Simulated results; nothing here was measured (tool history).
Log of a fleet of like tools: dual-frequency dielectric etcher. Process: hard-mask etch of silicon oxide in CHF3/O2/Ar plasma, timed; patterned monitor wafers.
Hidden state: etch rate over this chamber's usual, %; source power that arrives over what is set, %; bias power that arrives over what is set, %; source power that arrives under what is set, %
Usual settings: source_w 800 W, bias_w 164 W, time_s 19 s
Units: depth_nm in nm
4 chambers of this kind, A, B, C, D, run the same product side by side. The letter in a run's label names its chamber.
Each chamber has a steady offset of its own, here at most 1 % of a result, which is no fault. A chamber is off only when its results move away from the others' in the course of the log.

run,hour,source_w,bias_w,time_s,hours since the last wet clean,hours since the last source power generator calibration,hours since the last bias power generator calibration,"read-back reference wafer on the same gauge, depth_nm",depth_nm
1D,10.2,800,164,19,530,1893.3,2147,42.204,40.27
2B,23.9,800,164,19,99.1,1965.7,1479.9,42.202,40.831
3C,39.6,800,164,19,225,1708.3,777.5,42.229,40.44
4A,51.7,800,164,19,383.4,279.4,1913.6,42.237,40.894
5A,64.2,800,164,19,395.9,291.9,1926.1,42.227,40.793
6C,74.7,940,178,19,260.1,1743.4,812.6,42.236,44.234
# hour 84.8: chamber D: wet clean of the chamber
7D,85.4,940,178,19,0.6,1968.5,2222.2,42.248,44.254
8B,100.2,940,178,19,175.4,2042,1556.2,42.266,44.716
9D,112,940,178,19,27.2,1995.1,2248.8,42.276,44.198
# hour 112.1: chamber A: wet clean of the chamber
10B,120.7,800,164,19,195.9,2062.5,1576.7,42.285,40.98
11A,132.5,800,164,19,20.5,360.2,1994.4,42.289,40.826
12C,140.1,800,164,19,325.5,1808.8,878,42.289,40.495
13D,147.3,800,164,21.5,62.5,2030.4,2284.1,42.318,45.739
14C,161,800,164,21.5,346.4,1829.7,898.9,42.305,45.809
15B,175.3,800,164,21.5,250.5,2117.1,1631.3,42.328,46.388
16A,187.1,800,164,21.5,75.1,414.8,2049,42.329,46.285
17C,200.4,800,164,19,385.8,1869.1,938.3,42.328,40.625
18A,213.4,800,164,19,101.4,441.1,2075.3,42.354,40.921
19D,225.9,800,164,19,141.1,2109,2362.7,42.356,40.567
20B,234.4,800,164,19,309.6,2176.2,1690.4,42.379,40.916
21A,246.2,800,164,24,134.2,473.9,2108.1,42.378,51.642
22B,255.7,800,164,24,330.9,2197.5,1711.7,42.385,52.024
23D,263.8,800,164,24,179,2146.9,2400.6,42.395,51.311
24C,274.8,800,164,24,460.2,1943.5,1012.7,42.404,51.504
25C,285.5,800,164,14.5,470.9,1954.2,1023.4,42.414,31.045
26B,294.2,800,164,14.5,369.4,2236,1750.2,42.404,31.452
27A,304.3,800,164,14.5,192.3,532,2166.2,42.414,31.25
# hour 306.6: chamber C: wet clean of the chamber
28D,318.3,800,164,14.5,233.5,2201.4,2455.1,42.425,30.98
29D,329.4,800,164,19,244.6,2212.5,2466.2,42.449,40.485
30C,340.1,800,164,19,33.6,2008.8,1078,42.433,40.67
31B,355.6,800,164,19,430.8,2297.4,1811.6,42.449,41.198

Is one chamber off against the others, does the gauge drift, or is nothing wrong? If a chamber is off, say which, and what the likeliest cause is.

The gauge drifts, so all chambers seem to drift together. No chamber is off.
Cause: gauge reads high (%) = 0.62.
